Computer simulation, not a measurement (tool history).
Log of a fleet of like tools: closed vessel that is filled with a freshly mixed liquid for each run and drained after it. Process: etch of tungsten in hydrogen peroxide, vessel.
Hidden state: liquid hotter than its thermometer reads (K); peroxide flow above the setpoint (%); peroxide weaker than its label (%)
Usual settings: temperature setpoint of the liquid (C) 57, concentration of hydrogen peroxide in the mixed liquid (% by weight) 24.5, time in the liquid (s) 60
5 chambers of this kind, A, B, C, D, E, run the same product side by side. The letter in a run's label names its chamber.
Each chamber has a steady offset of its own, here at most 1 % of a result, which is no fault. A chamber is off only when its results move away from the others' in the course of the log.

run,day,temperature setpoint of the liquid (C),concentration of hydrogen peroxide in the mixed liquid (% by weight),time in the liquid (s),hours since the thermometer was replaced,hours since the peroxide flow meter was replaced,hours since the drum of peroxide was connected,"read-back film thickness of the tungsten reference wafer, read on the same gauge (nm)",thickness taken off the tungsten on a monitor wafer (Å)
1E,0.333,57,24.5,60,271.4,1257.2,150.0,40.009,886.01
2C,0.542,57,24.5,60,1884.8,491.9,514.1,40.011,895.11
3A,0.733,57,24.5,60,423.6,1494.7,367.5,39.998,879.12
4D,0.954,57,24.5,60,1355.8,1378.5,65.8,39.994,900.26
5B,1.300,57,24.5,60,1377.8,1121.8,576.6,39.988,898.61
6C,1.471,57,24.5,60,1907.1,514.2,536.4,40.001,905.66
7D,1.671,57,24.5,60,1373.0,1395.7,83.0,40.021,896.54
8B,1.954,57,24.5,60,1393.5,1137.5,592.3,39.996,906.28
9A,2.304,57,24.5,35,461.3,1532.4,405.2,39.995,513.88
# day 2.429: chamber B: new drum of peroxide connected
10E,2.633,57,24.5,35,326.6,1312.4,205.2,39.986,520.19
11D,2.975,57,24.5,35,1404.3,1427.0,114.3,39.978,522.03
12C,3.175,57,24.5,35,1948.0,555.1,577.3,40.002,520.70
13B,3.342,57,24.5,35,1426.8,1170.8,22.0,39.990,527.04
14E,3.529,57,24.5,60,348.1,1333.9,226.7,40.008,883.12
15A,3.875,57,24.5,60,499.0,1570.1,442.9,39.998,878.36
16C,4.054,57,24.5,30,1969.1,576.2,598.4,40.012,444.95
17E,4.283,57,24.5,30,366.2,1352.0,244.8,39.995,440.98
18A,4.546,57,24.5,30,515.1,1586.2,459.0,40.004,446.69
# day 4.692: chamber A: peroxide flow meter replaced
19B,4.712,57,24.5,30,1459.7,1203.7,54.9,40.011,449.95
20D,5.033,57,24.5,30,1453.7,1476.4,163.7,39.992,460.01
21C,5.238,57,24.5,60,1997.5,604.6,626.8,40.011,890.42
22A,5.504,66,24.5,60,538.1,19.5,482.0,40.000,1481.20
23D,5.825,66,24.5,60,1472.7,1495.4,182.7,39.995,1552.70
24B,6.179,66,24.5,60,1494.9,1238.9,90.1,39.983,1491.80
25E,6.342,66,24.5,60,415.6,1401.4,294.2,40.003,1468.20
26B,6.692,66,24.5,60,1507.2,1251.2,102.4,40.010,1488.50
27E,7.000,57,24.5,60,431.4,1417.2,310.0,39.985,884.08
28C,7.175,57,24.5,60,2044.0,651.1,673.3,39.993,888.33
29D,7.475,62,24.5,30,1512.3,1535.0,222.3,39.995,622.45
30A,7.817,62,24.5,30,593.6,75.0,537.5,39.991,587.79
31D,8.038,62,24.5,30,1525.8,1548.5,235.8,40.024,637.74
32B,8.208,62,24.5,30,1543.6,1287.6,138.8,40.001,606.90
33A,8.438,62,24.5,30,608.5,89.9,552.4,40.023,593.67
34E,8.738,57,24.5,60,473.1,1458.9,351.7,39.984,880.80
35C,9.054,57,24.5,60,2089.1,696.2,718.4,40.009,874.69

Is one chamber off against the others, does the gauge drift, or is nothing wrong? If a chamber is off, say which, and what the likeliest cause is.

Chamber D drifts away from the others.
Cause: liquid hotter than its thermometer reads (K) = 1.29.

Here are 4 candidates for chamber D's next run, each the usual settings with a change, their results left as question marks. Which one brings its results back in line with what the others give on the usual settings?
In line means no further than this from the other chambers' mean on the usual settings: thickness taken off the tungsten on a monitor wafer (Å) 24.00
36D-1,9.312,58.0,24.5,65,,,,,?
36D-2,9.312,57.0,24.5,65,,,,,?
36D-3,9.312,55.5,24.5,60,,,,,?
36D-4,9.312,56.0,24.5,55,,,,,?

The other chambers' mean on the usual settings: thickness taken off the tungsten on a monitor wafer (Å) 889.54
run,thickness taken off the tungsten on a monitor wafer (Å)
36D-1,1109.80
36D-2,1046.80
36D-3,884.21
36D-4,835.09
36D-3 brings the chamber back in line.

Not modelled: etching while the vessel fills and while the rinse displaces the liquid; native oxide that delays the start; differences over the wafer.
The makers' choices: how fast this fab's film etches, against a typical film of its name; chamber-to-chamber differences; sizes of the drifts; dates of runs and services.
